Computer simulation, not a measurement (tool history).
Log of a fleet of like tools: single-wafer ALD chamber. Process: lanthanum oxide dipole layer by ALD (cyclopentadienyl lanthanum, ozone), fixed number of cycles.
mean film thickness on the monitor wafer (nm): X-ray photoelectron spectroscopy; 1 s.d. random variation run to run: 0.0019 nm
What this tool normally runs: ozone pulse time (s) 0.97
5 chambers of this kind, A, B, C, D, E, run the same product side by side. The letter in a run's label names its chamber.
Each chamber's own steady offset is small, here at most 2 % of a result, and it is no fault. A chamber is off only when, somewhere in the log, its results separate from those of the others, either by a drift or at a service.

run	day	ozone pulse time (s)	hours since the last thermocouple change	hours since the last ozone generator service	read-back reference wafer on the same gauge, thickness_nm	mean film thickness on the monitor wafer (nm)
1E	0.5	0.97	1118.1	316.6	0.42005	0.49232
2D	1	0.97	830.2	529.8	0.41972	0.49357
3C	1.367	0.97	2477	266.4	0.41986	0.49092
4B	1.938	0.97	1675.7	1003.2	0.42013	0.50357
5A	2.312	0.97	517.9	1009.2	0.41991	0.49449
6A	2.9	0.97	532	1023.3	0.41971	0.49575
7D	3.417	0.97	888.2	587.8	0.41988	0.4978
8C	4.038	0.97	2541.1	330.5	0.42015	0.49295
9B	4.462	0.85	1736.3	1063.8	0.42008	0.47737
10E	5.008	0.85	1226.3	424.8	0.41995	0.46547
11C	5.592	0.85	2578.4	367.8	0.42014	0.46884
12E	6.129	0.85	1253.2	451.7	0.41991	0.47032
13D	6.646	0.85	965.7	665.3	0.42016	0.46806
# day 6.758: chamber B: thermocouple changed; heater temperature recalibrated
14A	7.212	0.97	635.5	1126.8	0.41989	0.49819
15B	7.754	0.97	24	1142.8	0.41969	0.50134
16C	8.342	0.76	2644.4	433.8	0.42001	0.44659
17D	8.912	0.76	1020.1	719.7	0.41958	0.44263
18B	9.442	0.76	64.5	1183.3	0.41991	0.4593
19E	10.033	0.76	1346.9	545.4	0.42028	0.44771
20A	10.442	0.76	713	1204.3	0.42022	0.45406
21E	10.75	1.28	1364.1	562.6	0.41947	0.53591
22A	11.362	1.28	735.1	1226.4	0.42026	0.5371
23C	11.842	1.28	2728.4	517.8	0.41968	0.53087
24B	12.458	1.28	136.9	1255.7	0.42034	0.5422
25D	12.796	1.28	1113.3	812.9	0.41977	0.52599
26B	13.254	0.97	156	1274.8	0.41981	0.5049
27E	13.633	0.97	1433.3	631.8	0.42004	0.49154
28D	14.092	0.97	1144.4	844	0.42024	0.47832
29C	14.475	1.27	2791.6	581	0.4203	0.52723
30A	14.804	1.27	817.7	1309	0.42045	0.53269
31A	15.312	1.27	829.9	1321.2	0.41955	0.53189
32D	15.871	1.27	1187.1	886.7	0.41989	0.5185
33E	16.3	1.27	1497.3	695.8	0.42012	0.52919

Which is it: a chamber that has drifted or been left off by a service, a gauge drift common to all chambers, or only each chamber's usual small offset? If a chamber is off, name it and its likeliest cause.

Chamber D drifts away from the others.
Cause: ozone dose below that of a generator just serviced (%) = 12.8.

Which of the 4 candidates below, each the usual settings with something changed and its results left as question marks, puts chamber D back in line with what the other chambers give on the usual settings?
Counts as in line when no further than this from what the other chambers average on the usual settings: mean film thickness on the monitor wafer (nm) 0.0066
34D-1	16.783	1.17				?
34D-2	16.783	0.86				?
34D-3	16.783	1.09				?
34D-4	16.783	0.83				?

Average result of the remaining chambers running the usual settings: mean film thickness on the monitor wafer (nm) 0.49483
run	mean film thickness on the monitor wafer (nm)
34D-1	0.50429
34D-2	0.44986
34D-3	0.49294
34D-4	0.44285
The answer is 34D-3, which returns the chamber to within the allowed miss of the others.
